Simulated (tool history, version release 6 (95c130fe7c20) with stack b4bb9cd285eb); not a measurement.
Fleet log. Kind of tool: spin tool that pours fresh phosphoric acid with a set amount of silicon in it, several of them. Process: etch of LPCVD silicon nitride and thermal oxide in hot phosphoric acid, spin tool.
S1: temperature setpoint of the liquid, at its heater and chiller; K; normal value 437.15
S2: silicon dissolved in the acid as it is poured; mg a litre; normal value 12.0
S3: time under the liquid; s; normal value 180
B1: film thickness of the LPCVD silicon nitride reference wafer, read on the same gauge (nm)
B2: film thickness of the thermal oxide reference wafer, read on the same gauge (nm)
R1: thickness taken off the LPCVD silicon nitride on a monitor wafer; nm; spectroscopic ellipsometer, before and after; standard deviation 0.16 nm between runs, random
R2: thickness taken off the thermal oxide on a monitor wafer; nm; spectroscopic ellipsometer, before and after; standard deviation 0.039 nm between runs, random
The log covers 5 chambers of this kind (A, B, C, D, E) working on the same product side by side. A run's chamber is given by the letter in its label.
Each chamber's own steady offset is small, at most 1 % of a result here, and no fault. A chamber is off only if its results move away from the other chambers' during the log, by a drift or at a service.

Run 1C, hour 11.7: usual settings; B1 129.94; B2 69.992. Result: R1 17.673 nm, R2 0.49465 nm.
Run 2D, hour 23.3: usual settings; B1 129.98; B2 70.003. Result: R1 17.421 nm, R2 0.48673 nm.
Run 3E, hour 31.4: usual settings; B1 129.99; B2 70.019. Result: R1 18.001 nm, R2 0.46565 nm.
Run 4B, hour 40.5: usual settings; B1 130.02; B2 70.007. Result: R1 17.739 nm, R2 0.51066 nm.
Run 5A, hour 51.3: usual settings; B1 129.97; B2 69.972. Result: R1 17.683 nm, R2 0.54539 nm.
Run 6E, hour 57.5: usual settings; B1 130.02; B2 69.996. Result: R1 17.724 nm, R2 0.53649 nm.
At hour 66.0: chamber E: dissolved silicon flow meter replaced.
Run 7D, hour 70.3: usual settings; B1 130.02; B2 70.002. Result: R1 17.823 nm, R2 0.46622 nm.
Run 8B, hour 79.3: usual settings; B1 130.01; B2 69.998. Result: R1 17.475 nm, R2 0.53738 nm.
Run 9C, hour 87.0: usual settings; B1 129.97; B2 69.999. Result: R1 17.664 nm, R2 0.49549 nm.
Run 10A, hour 98.5: usual settings but S1 435.15 K; B1 130.00; B2 69.998. Result: R1 16.893 nm, R2 0.35116 nm.
Run 11C, hour 105.8: usual settings but S1 435.15 K; B1 129.99; B2 69.959. Result: R1 16.510 nm, R2 0.44003 nm.
Run 12D, hour 116.3: usual settings but S1 435.15 K; B1 130.00; B2 70.021. Result: R1 16.854 nm, R2 0.41552 nm.
Run 13E, hour 123.2: usual settings but S1 435.15 K; B1 129.99; B2 69.984. Result: R1 16.552 nm, R2 0.49137 nm.
Run 14B, hour 130.0: usual settings but S1 435.15 K; B1 129.97; B2 70.009. Result: R1 16.556 nm, R2 0.46745 nm.
Run 15A, hour 142.7: usual settings; B1 129.96; B2 69.994. Result: R1 17.900 nm, R2 0.47553 nm.
Run 16D, hour 148.9: usual settings; B1 129.98; B2 70.035. Result: R1 17.902 nm, R2 0.57154 nm.
Run 17A, hour 155.6: usual settings; B1 129.96; B2 69.987. Result: R1 17.926 nm, R2 0.51551 nm.
Run 18C, hour 164.2: usual settings; B1 129.97; B2 70.000. Result: R1 17.772 nm, R2 0.57703 nm.
Run 19E, hour 171.4: usual settings but S1 435.65 K, S2 3.5 mg a litre; B1 130.05; B2 69.991. Result: R1 16.683 nm, R2 0.61698 nm.
Run 20B, hour 184.3: usual settings but S1 435.65 K, S2 3.5 mg a litre; B1 129.96; B2 69.986. Result: R1 16.693 nm, R2 0.52560 nm.
At hour 188.2: chamber E: thermometer replaced.
Run 21D, hour 194.7: usual settings but S1 435.65 K, S2 3.5 mg a litre; B1 129.98; B2 70.003. Result: R1 17.051 nm, R2 0.54859 nm.
Run 22A, hour 207.0: usual settings but S1 435.65 K, S2 3.5 mg a litre; B1 130.02; B2 70.033. Result: R1 16.837 nm, R2 0.60412 nm.
Run 23B, hour 213.5: usual settings but S1 435.65 K, S2 3.5 mg a litre; B1 130.02; B2 70.017. Result: R1 16.893 nm, R2 0.50673 nm.
Run 24E, hour 219.7: usual settings but S1 439.65 K, S3 215 s; B1 130.00; B2 70.016. Result: R1 22.296 nm, R2 0.71788 nm.
Run 25C, hour 226.2: usual settings but S1 439.65 K, S3 215 s; B1 129.97; B2 69.992. Result: R1 22.833 nm, R2 0.70961 nm.
Run 26B, hour 235.5: usual settings but S1 439.65 K, S3 215 s; B1 130.03; B2 69.974. Result: R1 23.242 nm, R2 0.82073 nm.
Run 27E, hour 243.4: usual settings but S1 439.65 K, S3 215 s; B1 129.99; B2 70.023. Result: R1 22.567 nm, R2 0.58365 nm.
Run 28A, hour 252.7: usual settings but S1 439.65 K, S3 215 s; B1 129.96; B2 70.045. Result: R1 22.644 nm, R2 0.76319 nm.
Run 29C, hour 259.1: usual settings; B1 129.96; B2 70.006. Result: R1 17.865 nm, R2 0.47029 nm.
Run 30D, hour 265.7: usual settings; B1 129.99; B2 69.993. Result: R1 18.086 nm, R2 0.50162 nm.
Run 31E, hour 273.7: usual settings; B1 129.99; B2 69.982. Result: R1 17.118 nm, R2 0.51228 nm.
Run 32D, hour 281.5: usual settings; B1 129.99; B2 70.004. Result: R1 17.675 nm, R2 0.45561 nm.
Run 33B, hour 293.2: usual settings; B1 130.03; B2 70.007. Result: R1 17.476 nm, R2 0.51743 nm.
Run 34C, hour 298.9: usual settings; B1 129.94; B2 70.002. Result: R1 17.521 nm, R2 0.59906 nm.
Run 35A, hour 309.2: usual settings; B1 130.01; B2 69.997. Result: R1 17.473 nm, R2 0.56457 nm.
Run 36A, hour 317.1: usual settings; B1 130.01; B2 70.000. Result: R1 18.032 nm, R2 0.48953 nm.
Run 37C, hour 323.3: usual settings; B1 130.00; B2 69.987. Result: R1 17.617 nm, R2 0.55579 nm.

Read the log: is a single chamber off, either drifting away or since a service, is the gauge that measures every chamber drifting, or is nothing wrong beyond small per-chamber offsets? Name any odd chamber and what most likely caused it.

It is chamber E that slowly wanders off from its peers.
Likeliest cause: temperature lost on the way to the wafer (K) = 1.69.

Chamber E could run next with any of the 4 candidate recipes listed below; each alters the usual settings, and their results appear as question marks. Which one brings its results back in line with what the other chambers deliver on the usual settings?
Counts as in line when no further than this from what the other chambers average on the usual settings: R1 0.570 nm; R2 0.14000 nm
Run 38E-1, hour 332.6: usual settings but S1 438.15 K, S2 7.0 mg a litre, S3 195 s. Result: R1 ?, R2 ?.
Run 38E-2, hour 332.6: usual settings but S1 436.65 K, S2 14.5 mg a litre, S3 175 s. Result: R1 ?, R2 ?.
Run 38E-3, hour 332.6: usual settings but S1 437.65 K, S2 9.5 mg a litre, S3 185 s. Result: R1 ?, R2 ?.
Run 38E-4, hour 332.6: usual settings but S1 436.15 K, S2 17.0 mg a litre, S3 165 s. Result: R1 ?, R2 ?.

Average result of the remaining chambers running the usual settings: R1 17.724 nm; R2 0.50088 nm
  run      R1       R2
38E-1  18.860  0.56479
38E-2  16.104  0.38318
38E-3  17.599  0.48970
38E-4  14.928  0.32650
It is 38E-3 that realigns the chamber with its peers.
